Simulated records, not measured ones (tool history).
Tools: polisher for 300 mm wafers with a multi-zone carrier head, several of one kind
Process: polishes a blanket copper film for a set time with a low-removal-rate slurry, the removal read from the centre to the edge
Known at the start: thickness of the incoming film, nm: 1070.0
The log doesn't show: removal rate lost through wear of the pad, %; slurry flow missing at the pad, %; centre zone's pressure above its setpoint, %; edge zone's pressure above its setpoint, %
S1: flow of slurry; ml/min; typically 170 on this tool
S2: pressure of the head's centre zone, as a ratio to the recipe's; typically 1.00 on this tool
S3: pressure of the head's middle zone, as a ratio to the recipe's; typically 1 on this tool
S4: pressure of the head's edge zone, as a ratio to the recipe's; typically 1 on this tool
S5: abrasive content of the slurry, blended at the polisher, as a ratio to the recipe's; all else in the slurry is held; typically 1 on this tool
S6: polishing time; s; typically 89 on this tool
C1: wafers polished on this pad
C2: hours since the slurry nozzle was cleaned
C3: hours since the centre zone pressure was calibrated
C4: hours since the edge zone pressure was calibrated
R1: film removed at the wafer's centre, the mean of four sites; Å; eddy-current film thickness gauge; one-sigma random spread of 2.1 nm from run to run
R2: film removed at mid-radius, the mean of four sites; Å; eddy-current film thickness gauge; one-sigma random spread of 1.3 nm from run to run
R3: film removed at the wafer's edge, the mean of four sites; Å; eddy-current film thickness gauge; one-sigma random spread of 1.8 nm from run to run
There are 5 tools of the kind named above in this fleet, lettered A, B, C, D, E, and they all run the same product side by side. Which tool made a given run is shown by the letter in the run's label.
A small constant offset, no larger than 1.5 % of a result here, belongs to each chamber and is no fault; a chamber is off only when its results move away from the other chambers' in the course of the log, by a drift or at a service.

run,hour,S1,S2,S3,S4,S5,S6,C1,C2,C3,C4,R1,R2,R3
1A,6.0,170,1.00,1,1,1,89,1181,246.1,6.0,632.4,1932.3,1936.2,1917.6
2C,11.8,170,1.00,1,1,1,89,860,183.4,349.7,420.6,1948.3,1923.2,1950.1
# hour 13.1: chamber C: worn pad replaced by a new one
3B,14.9,170,1.00,1,1,1,89,410,319.3,653.5,1435.6,1959.0,1925.4,1975.2
4E,21.0,170,1.00,1,1,1,89,1003,176.9,961.4,519.6,1924.1,1922.8,1925.4
5D,27.0,170,1.00,1,1,1,89,377,347.2,528.0,954.0,1946.1,1928.5,1986.4
6C,32.6,170,0.89,1,1,1,89,225,204.2,370.5,441.4,1700.8,1935.9,1927.0
# hour 34.3: chamber A: worn pad replaced by a new one
# hour 36.5: chamber E: worn pad replaced by a new one
7D,36.6,170,0.89,1,1,1,89,487,356.8,537.6,963.6,1707.8,1956.4,1957.1
8A,42.0,170,0.89,1,1,1,89,89,282.1,42.0,668.4,1717.5,1949.6,1927.0
# hour 43.3: chamber A: slurry nozzle cleaned
9E,47.1,170,0.89,1,1,1,89,122,203.0,987.5,545.7,1684.9,1916.8,1934.0
10B,51.8,170,0.89,1,1,1,89,834,356.2,690.4,1472.5,1710.4,1934.6,1979.3
# hour 53.0: chamber B: worn pad replaced by a new one
11D,57.6,170,1.00,1,1,1,89,729,377.8,558.6,984.6,1929.9,1958.2,1992.8
# hour 59.0: chamber B: edge zone pressure recalibrated
# hour 59.0: chamber C: slurry nozzle cleaned
# hour 59.9: chamber D: worn pad replaced by a new one
12B,62.4,170,1.00,1,1,1,89,108,366.8,701.0,3.5,1973.8,1912.9,1921.9
13C,66.8,170,1.00,1,1,1,89,618,7.8,404.7,475.6,1954.9,1977.1,1915.2
14A,71.2,170,1.00,1,1,1,89,425,28.0,71.2,697.6,1908.5,1939.0,1951.4
15E,77.6,170,1.10,1,1,1,89,473,233.5,1018.0,576.2,2172.0,1939.5,1929.3
16B,80.5,170,1.10,1,1,1,89,316,384.9,719.1,21.6,2137.0,1925.7,1925.6
17D,83.6,170,1.10,1,1,1,89,272,403.8,584.6,1010.6,2177.1,1940.3,1946.6
18E,90.1,170,1.10,1,1,1,89,617,246.0,1030.5,588.7,2110.3,1910.6,1916.7
19A,94.6,170,1.10,1,1,1,89,694,51.4,94.6,721.0,2126.1,1930.2,1915.7
20C,99.5,170,1.00,1,1,1,89,994,40.5,437.4,508.3,1944.0,1958.5,1949.3
# hour 100.5: chamber C: worn pad replaced by a new one
21C,105.8,170,1.00,1,1,1,89,61,46.8,443.7,514.6,1956.5,1959.8,1931.4
22B,109.5,170,1.00,1,1,1,89,650,413.9,748.1,50.6,1976.7,1951.1,1956.1
# hour 114.0: chamber B: worn pad replaced by a new one
23A,114.6,170,1.00,1,1,1,89,924,71.4,114.6,741.0,1977.9,1929.6,1938.4
24E,119.1,170,1.00,1,1,1,89,950,275.0,1059.5,617.7,1888.5,1865.0,1898.0
25D,122.5,170,1.00,1,1,1,89,719,442.7,623.5,1049.5,1984.2,1959.5,1975.1
26B,129.2,170,1.00,1,1,1,89,174,433.6,767.8,70.3,1967.2,1928.2,1974.1
# hour 129.7: chamber D: slurry nozzle cleaned
27A,133.4,170,1.00,1,1,1,89,1140,90.2,133.4,759.8,1958.6,1923.4,1936.7
# hour 137.6: chamber D: worn pad replaced by a new one
28E,137.8,170,1.00,1,1,1,89,1165,293.7,1078.2,636.4,1846.8,1829.0,1883.1
29D,142.4,170,1.00,1,1,1,89,56,12.8,643.4,1069.4,1983.8,1923.7,1963.8
# hour 145.3: chamber E: worn pad replaced by a new one
30C,147.7,170,1.00,1,1,1,89,543,88.7,485.6,556.5,1952.3,1951.3,1938.8
31E,153.8,170,1.00,1,1,1,89,98,309.7,1094.2,652.4,1792.6,1798.9,1865.8
32C,158.9,170,1.00,1,1,1,89,671,99.9,496.8,567.7,1981.1,1921.9,1898.0

Is one chamber off against the others, does the gauge drift, or is nothing wrong? If a chamber is off, say which, and what the likeliest cause is.

One chamber, E, drifts off from the rest bit by bit.
Most likely cause: slurry flow missing at the pad, % = 31.

Below are 4 candidate recipes for chamber E's next run, each the usual settings with a change, their results shown as question marks. Which of them brings E's results back in line with what the other chambers give on the usual settings?
To be in line, a result may differ from the other chambers' mean on the usual settings by at most: R1 75.0 Å; R2 47.0 Å; R3 63.0 Å
33E-1,163.8,175,1.01,1.01,0.99,1,91,,,,,?,?,?
33E-2,163.8,165,0.98,0.98,1.02,1,84,,,,,?,?,?
33E-3,163.8,165,0.99,0.99,1.01,1,87,,,,,?,?,?
33E-4,163.8,175,1.02,1.02,0.98,1,94,,,,,?,?,?

Mean of the other chambers on the usual settings: R1 1949.0 Å; R2 1939.8 Å; R3 1944.8 Å
run,R1,R2,R3
33E-1,1852.8,1856.6,1876.1
33E-2,1628.8,1643.2,1742.5
33E-3,1705.7,1718.0,1795.3
33E-4,1934.5,1935.4,1927.6
33E-4 puts the chamber back in line with the other chambers.

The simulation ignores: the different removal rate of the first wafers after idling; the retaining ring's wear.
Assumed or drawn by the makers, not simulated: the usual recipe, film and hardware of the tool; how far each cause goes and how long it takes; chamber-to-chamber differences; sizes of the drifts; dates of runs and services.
